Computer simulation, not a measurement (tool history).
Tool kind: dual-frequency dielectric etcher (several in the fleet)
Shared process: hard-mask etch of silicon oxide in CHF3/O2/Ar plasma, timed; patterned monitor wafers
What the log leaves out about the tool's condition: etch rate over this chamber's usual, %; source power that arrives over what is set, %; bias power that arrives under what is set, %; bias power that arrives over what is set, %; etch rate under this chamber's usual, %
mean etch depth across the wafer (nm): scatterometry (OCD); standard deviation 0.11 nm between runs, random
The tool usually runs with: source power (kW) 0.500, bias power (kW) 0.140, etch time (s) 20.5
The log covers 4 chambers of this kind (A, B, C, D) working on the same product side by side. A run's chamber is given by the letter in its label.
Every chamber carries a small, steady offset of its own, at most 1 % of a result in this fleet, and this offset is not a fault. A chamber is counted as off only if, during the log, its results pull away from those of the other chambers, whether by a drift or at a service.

| run | hour | source power (kW) | bias power (kW) | etch time (s) | hours since the last wet clean | hours since the last source power generator calibration | hours since the last bias power generator calibration | read-back reference wafer on the same gauge, depth_nm | mean etch depth across the wafer (nm) |
|---|---|---|---|---|---|---|---|---|---|
| 1B | 4.6 | 0.500 | 0.140 | 20.5 | 105.1 | 609.5 | 513.2 | 29.399 | 34.705 |
| 2D | 7.0 | 0.500 | 0.140 | 20.5 | 136.2 | 183.3 | 2644.7 | 29.400 | 35.070 |
| 3A | 11.9 | 0.500 | 0.140 | 20.5 | 223.8 | 2821.4 | 4302.7 | 29.405 | 35.028 |
| 4C | 14.5 | 0.500 | 0.140 | 20.5 | 150.5 | 296.6 | 488.6 | 29.428 | 34.811 |
| 5A | 18.7 | 0.500 | 0.140 | 20.5 | 230.6 | 2828.2 | 4309.5 | 29.395 | 34.868 |
| 6D | 23.9 | 0.500 | 0.140 | 20.5 | 153.1 | 200.2 | 2661.6 | 29.409 | 34.927 |
| 7B | 26.9 | 0.500 | 0.140 | 20.5 | 127.4 | 631.8 | 535.5 | 29.378 | 34.774 |
| 8C | 30.8 | 0.500 | 0.140 | 20.5 | 166.8 | 312.9 | 504.9 | 29.379 | 34.847 |
| 9C | 35.8 | 0.540 | 0.123 | 20.5 | 171.8 | 317.9 | 509.9 | 29.410 | 34.394 |
| 10D | 38.7 | 0.540 | 0.123 | 20.5 | 167.9 | 215.0 | 2676.4 | 29.397 | 34.769 |
| 11B | 43.2 | 0.540 | 0.123 | 20.5 | 143.7 | 648.1 | 551.8 | 29.407 | 34.406 |
| 12A | 47.2 | 0.540 | 0.123 | 20.5 | 259.1 | 2856.7 | 4338.0 | 29.389 | 34.434 |
| 13A | 52.2 | 0.500 | 0.140 | 20.5 | 264.1 | 2861.7 | 4343.0 | 29.384 | 35.045 |
| 14C | 56.8 | 0.500 | 0.140 | 20.5 | 192.8 | 338.9 | 530.9 | 29.405 | 34.940 |
| 15B | 61.9 | 0.500 | 0.140 | 20.5 | 162.4 | 666.8 | 570.5 | 29.394 | 34.936 |
| 16D | 64.7 | 0.500 | 0.140 | 20.5 | 193.9 | 241.0 | 2702.4 | 29.407 | 35.181 |
| 17B | 67.3 | 0.500 | 0.140 | 20.5 | 167.8 | 672.2 | 575.9 | 29.411 | 34.763 |
| 18D | 71.1 | 0.500 | 0.140 | 20.5 | 200.3 | 247.4 | 2708.8 | 29.396 | 34.925 |
| 19A | 74.1 | 0.500 | 0.140 | 20.5 | 286.0 | 2883.6 | 4364.9 | 29.403 | 34.937 |
| 20C | 77.2 | 0.500 | 0.140 | 20.5 | 213.2 | 359.3 | 551.3 | 29.411 | 34.789 |
| 21B | 81.0 | 0.500 | 0.140 | 20.5 | 181.5 | 685.9 | 589.6 | 29.400 | 34.956 |
| 22A | 85.1 | 0.500 | 0.140 | 20.5 | 297.0 | 2894.6 | 4375.9 | 29.404 | 34.927 |
| 23C | 90.0 | 0.540 | 0.112 | 20.5 | 226.0 | 372.1 | 564.1 | 29.393 | 33.485 |
| 24D | 92.9 | 0.540 | 0.112 | 20.5 | 222.1 | 269.2 | 2730.6 | 29.388 | 33.534 |
| 25B | 97.5 | 0.540 | 0.112 | 20.5 | 198.0 | 702.4 | 606.1 | 29.383 | 33.424 |
| 26D | 101.3 | 0.540 | 0.112 | 20.5 | 230.5 | 277.6 | 2739.0 | 29.391 | 33.863 |
| 27A | 106.0 | 0.500 | 0.140 | 20.5 | 317.9 | 2915.5 | 4396.8 | 29.432 | 35.068 |
| 28C | 109.8 | 0.500 | 0.140 | 20.5 | 245.8 | 391.9 | 583.9 | 29.389 | 34.842 |
| 29A | 112.3 | 0.500 | 0.140 | 20.5 | 324.2 | 2921.8 | 4403.1 | 29.396 | 34.944 |
| 30B | 117.2 | 0.500 | 0.140 | 20.5 | 217.7 | 722.1 | 625.8 | 29.402 | 34.933 |
| 31C | 120.6 | 0.500 | 0.140 | 20.5 | 256.6 | 402.7 | 594.7 | 29.387 | 35.019 |
| 32D | 125.5 | 0.500 | 0.140 | 20.5 | 254.7 | 301.8 | 2763.2 | 29.411 | 35.094 |
| 33B | 130.5 | 0.500 | 0.140 | 20.5 | 231.0 | 735.4 | 639.1 | 29.410 | 34.886 |
| 34C | 135.2 | 0.500 | 0.140 | 20.5 | 271.2 | 417.3 | 609.3 | 29.394 | 34.874 |

Which is it: a chamber that has drifted or been left off by a service, a gauge drift common to all chambers, or only each chamber's usual small offset? If a chamber is off, name it and its likeliest cause.

Neither any chamber nor the gauge drifts; the chambers differ only by their own small, steady offsets.

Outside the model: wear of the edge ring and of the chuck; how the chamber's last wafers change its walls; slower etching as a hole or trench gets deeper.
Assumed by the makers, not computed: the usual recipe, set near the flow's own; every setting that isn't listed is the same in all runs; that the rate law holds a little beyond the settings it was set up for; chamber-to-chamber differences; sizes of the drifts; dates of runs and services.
